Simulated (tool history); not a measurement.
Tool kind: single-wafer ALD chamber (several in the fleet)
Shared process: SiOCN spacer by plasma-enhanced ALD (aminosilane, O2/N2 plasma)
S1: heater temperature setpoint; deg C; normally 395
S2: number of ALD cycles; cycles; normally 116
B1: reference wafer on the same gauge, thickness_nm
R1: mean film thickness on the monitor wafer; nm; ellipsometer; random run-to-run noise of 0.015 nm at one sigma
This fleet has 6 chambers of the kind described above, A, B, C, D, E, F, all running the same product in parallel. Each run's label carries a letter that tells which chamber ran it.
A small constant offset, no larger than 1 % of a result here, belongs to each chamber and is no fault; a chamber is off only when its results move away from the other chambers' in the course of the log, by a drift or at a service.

Run 1F, hour 8.7: usual settings; B1 8.0724. Result: R1 7.0445 nm.
Run 2A, hour 17.7: usual settings; B1 8.0646. Result: R1 6.9987 nm.
Run 3C, hour 28.6: usual settings; B1 8.0719. Result: R1 7.0140 nm.
Run 4D, hour 34.3: usual settings; B1 8.0728. Result: R1 7.0681 nm.
Run 5E, hour 45.3: usual settings; B1 8.0719. Result: R1 6.9680 nm.
Run 6B, hour 53.3: usual settings; B1 8.0730. Result: R1 7.0087 nm.
Run 7D, hour 59.5: usual settings; B1 8.0675. Result: R1 7.0543 nm.
Run 8F, hour 69.2: usual settings; B1 8.0685. Result: R1 7.0491 nm.
Run 9B, hour 79.0: usual settings; B1 8.0657. Result: R1 7.0179 nm.
Run 10A, hour 84.5: usual settings; B1 8.0750. Result: R1 6.9819 nm.
Run 11E, hour 92.3: usual settings; B1 8.0702. Result: R1 6.9916 nm.
Run 12C, hour 103.5: usual settings; B1 8.0712. Result: R1 6.9896 nm.
At hour 108.4: chamber B: thermocouple changed; heater temperature recalibrated.
At hour 114.9: chamber D: thermocouple changed; heater temperature recalibrated.
Run 13A, hour 114.9: usual settings; B1 8.0674. Result: R1 7.0061 nm.
Run 14C, hour 122.8: usual settings; B1 8.0737. Result: R1 7.0125 nm.
Run 15E, hour 134.9: usual settings but S1 410 deg C; B1 8.0681. Result: R1 6.7552 nm.
Run 16B, hour 147.1: usual settings but S1 410 deg C; B1 8.0698. Result: R1 6.7800 nm.
Run 17D, hour 159.1: usual settings but S1 410 deg C; B1 8.0717. Result: R1 6.8301 nm.
Run 18F, hour 171.1: usual settings but S1 410 deg C; B1 8.0721. Result: R1 6.7437 nm.
Run 19A, hour 178.6: usual settings but S1 410 deg C; B1 8.0717. Result: R1 6.7502 nm.
Run 20D, hour 189.7: usual settings but S1 410 deg C; B1 8.0703. Result: R1 6.8144 nm.
Run 21E, hour 202.2: usual settings but S1 382 deg C, S2 104 cycles; B1 8.0707. Result: R1 6.2437 nm.
Run 22F, hour 208.2: usual settings but S1 382 deg C, S2 104 cycles; B1 8.0717. Result: R1 6.3133 nm.
Run 23B, hour 216.3: usual settings but S1 382 deg C, S2 104 cycles; B1 8.0707. Result: R1 6.2786 nm.
Run 24C, hour 225.9: usual settings but S1 382 deg C, S2 104 cycles; B1 8.0732. Result: R1 6.2648 nm.
Run 25E, hour 231.7: usual settings but S1 382 deg C, S2 104 cycles; B1 8.0671. Result: R1 6.2163 nm.
Run 26F, hour 241.9: usual settings but S1 382 deg C, S2 104 cycles; B1 8.0686. Result: R1 6.3206 nm.
Run 27B, hour 253.0: usual settings; B1 8.0685. Result: R1 6.9953 nm.
Run 28A, hour 260.2: usual settings; B1 8.0692. Result: R1 7.0053 nm.
Run 29C, hour 268.2: usual settings; B1 8.0684. Result: R1 7.0217 nm.
Run 30D, hour 275.4: usual settings; B1 8.0711. Result: R1 7.0562 nm.
Run 31B, hour 285.2: usual settings; B1 8.0695. Result: R1 7.0364 nm.
Run 32E, hour 297.5: usual settings but S1 386 deg C, S2 123 cycles; B1 8.0697. Result: R1 7.3886 nm.
Run 33F, hour 303.1: usual settings but S1 386 deg C, S2 123 cycles; B1 8.0699. Result: R1 7.4400 nm.
Run 34A, hour 309.2: usual settings but S1 386 deg C, S2 123 cycles; B1 8.0713. Result: R1 7.4346 nm.
Run 35C, hour 319.0: usual settings but S1 386 deg C, S2 123 cycles; B1 8.0689. Result: R1 7.4495 nm.
Run 36D, hour 327.4: usual settings but S1 386 deg C, S2 123 cycles; B1 8.0744. Result: R1 7.4606 nm.

Has any chamber moved away from the others, gradually or after a service, or does the common gauge drift, or do the chambers differ only by their own small steady offsets? State the chamber and the most likely cause if one applies.

Neither any chamber nor the gauge drifts; the chambers differ only by their own small, steady offsets.
